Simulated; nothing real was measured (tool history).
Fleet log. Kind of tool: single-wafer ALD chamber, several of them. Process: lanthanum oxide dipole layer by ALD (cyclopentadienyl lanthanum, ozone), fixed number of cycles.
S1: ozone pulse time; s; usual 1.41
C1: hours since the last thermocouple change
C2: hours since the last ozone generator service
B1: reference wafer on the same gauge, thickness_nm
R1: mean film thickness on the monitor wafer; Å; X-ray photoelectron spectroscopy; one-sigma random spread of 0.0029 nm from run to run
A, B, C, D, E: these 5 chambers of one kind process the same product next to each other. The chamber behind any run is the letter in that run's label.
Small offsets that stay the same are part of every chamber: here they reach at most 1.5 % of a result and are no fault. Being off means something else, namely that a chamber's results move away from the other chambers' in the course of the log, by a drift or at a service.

run    day    S1      C1      C2       B1      R1
 1D  0.267  1.41   676.1   809.5  0.63242  5.3906
 2B  0.421  1.41    37.8   973.8  0.63188  5.4036
 3A  0.692  1.41   912.1   370.2  0.63215  5.3676
 4C  0.854  1.41    1157  1478.6  0.63153  5.4914
 5E  1.075  1.41   868.5   936.7  0.63228  5.4108
 6A  1.304  1.41   926.8   384.9  0.63109  5.3567
     1.421  -- chamber E: ozone generator serviced
 7C  1.462  1.41  1171.6  1493.2  0.63225  5.4846
 8D  1.704  1.41   710.6     844  0.63147  5.3981
 9E  1.962  1.11   889.8    13.1  0.63181  5.1638
10B  2.246  1.11    81.6  1017.6  0.63212  5.1618
11D  2.425  1.11   727.9   861.3  0.63229  5.2009
12B  2.592  1.11    89.9  1025.9  0.63249  5.1803
13E    2.9  1.11   912.3    35.6  0.63118   5.154
14A  3.117  1.41   970.3   428.4  0.63217   5.442
15C  3.317  1.41  1216.1  1537.7  0.63282  5.4691
16A  3.546  1.41   980.6   438.7  0.63217  5.3657
17B  3.804  1.41     119    1055  0.63143  5.4775
18E  3.979  1.41   938.2    61.5   0.6324  5.4067
19C  4.208  1.41  1237.5  1559.1  0.63129  5.4813
20D    4.5  1.41   777.7   911.1  0.63234  5.4411
21D  4.671  0.93   781.8   915.2  0.63251  4.8483
     4.733  -- chamber B: ozone generator serviced
22A  4.838  0.93  1011.6   469.7  0.63254  4.8243
23C   5.05  0.93  1257.7  1579.3  0.63163  4.9078
24B  5.225  0.93   153.1    11.9  0.63305  4.8767
25E  5.446  0.93   973.4    96.7  0.63132  4.8914
26D  5.675  1.41   805.9   939.3  0.63157  5.3653
27C  5.992  1.41  1280.3  1601.9  0.63152  5.4949
28A    6.3  1.41  1046.7   504.8  0.63241  5.3444
29E  6.542  1.41   999.7     123  0.63253  5.4571
30B  6.683  1.41   188.1    46.9  0.63165  5.3708
31C  6.983  1.41  1304.1  1625.7  0.63187  5.4674
32D  7.138  1.41     841   974.4   0.6322  5.4094
33B  7.375  1.41   204.7    63.5  0.63265  5.4595
34E  7.621  1.41  1025.6   148.9  0.63235  5.4024
35A  7.896  1.41    1085   543.1  0.63178  5.3947
36E  8.154  1.41  1038.4   161.7  0.63197  5.4367

One chamber off, gauge drift, or nothing amiss beyond the chambers' own small offsets? If it is a chamber, which one, and what is the likeliest cause?

Beyond each chamber's small constant offset nothing stands out, and the gauge stays steady.

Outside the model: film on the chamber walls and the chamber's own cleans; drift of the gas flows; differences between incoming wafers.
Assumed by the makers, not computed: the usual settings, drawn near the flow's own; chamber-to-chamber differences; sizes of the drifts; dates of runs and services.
